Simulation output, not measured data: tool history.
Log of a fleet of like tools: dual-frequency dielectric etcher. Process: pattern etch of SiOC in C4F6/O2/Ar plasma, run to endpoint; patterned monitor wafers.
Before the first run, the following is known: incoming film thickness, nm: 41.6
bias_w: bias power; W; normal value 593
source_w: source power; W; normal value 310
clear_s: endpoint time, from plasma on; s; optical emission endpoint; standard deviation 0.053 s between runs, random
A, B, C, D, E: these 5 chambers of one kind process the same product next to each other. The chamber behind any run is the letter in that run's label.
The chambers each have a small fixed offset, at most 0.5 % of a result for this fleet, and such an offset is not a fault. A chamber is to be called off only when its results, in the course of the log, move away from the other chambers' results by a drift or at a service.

{"run": "1E", "hour": 2.7, "bias_w": 593, "source_w": 310, "clear_s": 14.465}
{"run": "2A", "hour": 7.0, "bias_w": 593, "source_w": 310, "clear_s": 14.373}
{"run": "3B", "hour": 10.9, "bias_w": 593, "source_w": 310, "clear_s": 14.306}
{"run": "4D", "hour": 14.0, "bias_w": 593, "source_w": 310, "clear_s": 14.383}
{"run": "5C", "hour": 18.0, "bias_w": 593, "source_w": 310, "clear_s": 14.373}
{"run": "6B", "hour": 22.6, "bias_w": 593, "source_w": 310, "clear_s": 14.305}
{"run": "7C", "hour": 25.7, "bias_w": 720, "source_w": 230, "clear_s": 14.886}
{"run": "8E", "hour": 29.1, "bias_w": 720, "source_w": 230, "clear_s": 14.896}
{"run": "9A", "hour": 32.6, "bias_w": 720, "source_w": 230, "clear_s": 14.855}
{"run": "10D", "hour": 37.9, "bias_w": 720, "source_w": 230, "clear_s": 14.777}
{"run": "11B", "hour": 40.6, "bias_w": 720, "source_w": 230, "clear_s": 14.967}
{"run": "12D", "hour": 44.5, "bias_w": 593, "source_w": 310, "clear_s": 14.375}
{"run": "13A", "hour": 47.2, "bias_w": 468, "source_w": 310, "clear_s": 15.773}
{"run": "14C", "hour": 50.1, "bias_w": 468, "source_w": 310, "clear_s": 15.779}
{"run": "15E", "hour": 53.5, "bias_w": 468, "source_w": 310, "clear_s": 15.863}
{"run": "16D", "hour": 56.8, "bias_w": 468, "source_w": 310, "clear_s": 15.714}
{"run": "17E", "hour": 62.4, "bias_w": 468, "source_w": 310, "clear_s": 15.905}
{"run": "18A", "hour": 67.7, "bias_w": 593, "source_w": 310, "clear_s": 14.446}
{"run": "19B", "hour": 73.4, "bias_w": 593, "source_w": 310, "clear_s": 14.47}
{"run": "20C", "hour": 78.0, "bias_w": 509, "source_w": 260, "clear_s": 16.144}
{"run": "21E", "hour": 81.4, "bias_w": 509, "source_w": 260, "clear_s": 16.365}
{"run": "22A", "hour": 84.8, "bias_w": 509, "source_w": 260, "clear_s": 16.255}
{"run": "23D", "hour": 87.9, "bias_w": 509, "source_w": 260, "clear_s": 16.152}
{"run": "24C", "hour": 91.9, "bias_w": 509, "source_w": 260, "clear_s": 16.185}
{"run": "25B", "hour": 97.5, "bias_w": 593, "source_w": 310, "clear_s": 14.587}
{"run": "26C", "hour": 102.2, "bias_w": 593, "source_w": 310, "clear_s": 14.386}
{"run": "27B", "hour": 105.5, "bias_w": 593, "source_w": 310, "clear_s": 14.672}
{"run": "28D", "hour": 110.5, "bias_w": 593, "source_w": 310, "clear_s": 14.369}
{"run": "29A", "hour": 115.6, "bias_w": 593, "source_w": 310, "clear_s": 14.393}
{"run": "30E", "hour": 119.2, "bias_w": 593, "source_w": 310, "clear_s": 14.558}
{"run": "31B", "hour": 121.9, "bias_w": 593, "source_w": 310, "clear_s": 14.794}
{"run": "32C", "hour": 125.6, "bias_w": 643, "source_w": 310, "clear_s": 13.906}
{"run": "33D", "hour": 129.4, "bias_w": 643, "source_w": 310, "clear_s": 14.005}
{"run": "34A", "hour": 133.2, "bias_w": 643, "source_w": 310, "clear_s": 14.011}
{"run": "35E", "hour": 137.7, "bias_w": 643, "source_w": 310, "clear_s": 14.02}
{"run": "36A", "hour": 142.0, "bias_w": 643, "source_w": 310, "clear_s": 13.958}
{"run": "37D", "hour": 145.3, "bias_w": 593, "source_w": 310, "clear_s": 14.399}

Predict what each chamber gives when all 5 of them run the settings below next.
{"run": "38A", "hour": 149.6, "bias_w": 689, "source_w": 310, "clear_s": "?"}
{"run": "38B", "hour": 149.6, "bias_w": 689, "source_w": 310, "clear_s": "?"}
{"run": "38C", "hour": 149.6, "bias_w": 689, "source_w": 310, "clear_s": "?"}
{"run": "38D", "hour": 149.6, "bias_w": 689, "source_w": 310, "clear_s": "?"}
{"run": "38E", "hour": 149.6, "bias_w": 689, "source_w": 310, "clear_s": "?"}

run=38A clear_s=13.524
run=38B clear_s=14.040
run=38C clear_s=13.593
run=38D clear_s=13.517
run=38E clear_s=13.673

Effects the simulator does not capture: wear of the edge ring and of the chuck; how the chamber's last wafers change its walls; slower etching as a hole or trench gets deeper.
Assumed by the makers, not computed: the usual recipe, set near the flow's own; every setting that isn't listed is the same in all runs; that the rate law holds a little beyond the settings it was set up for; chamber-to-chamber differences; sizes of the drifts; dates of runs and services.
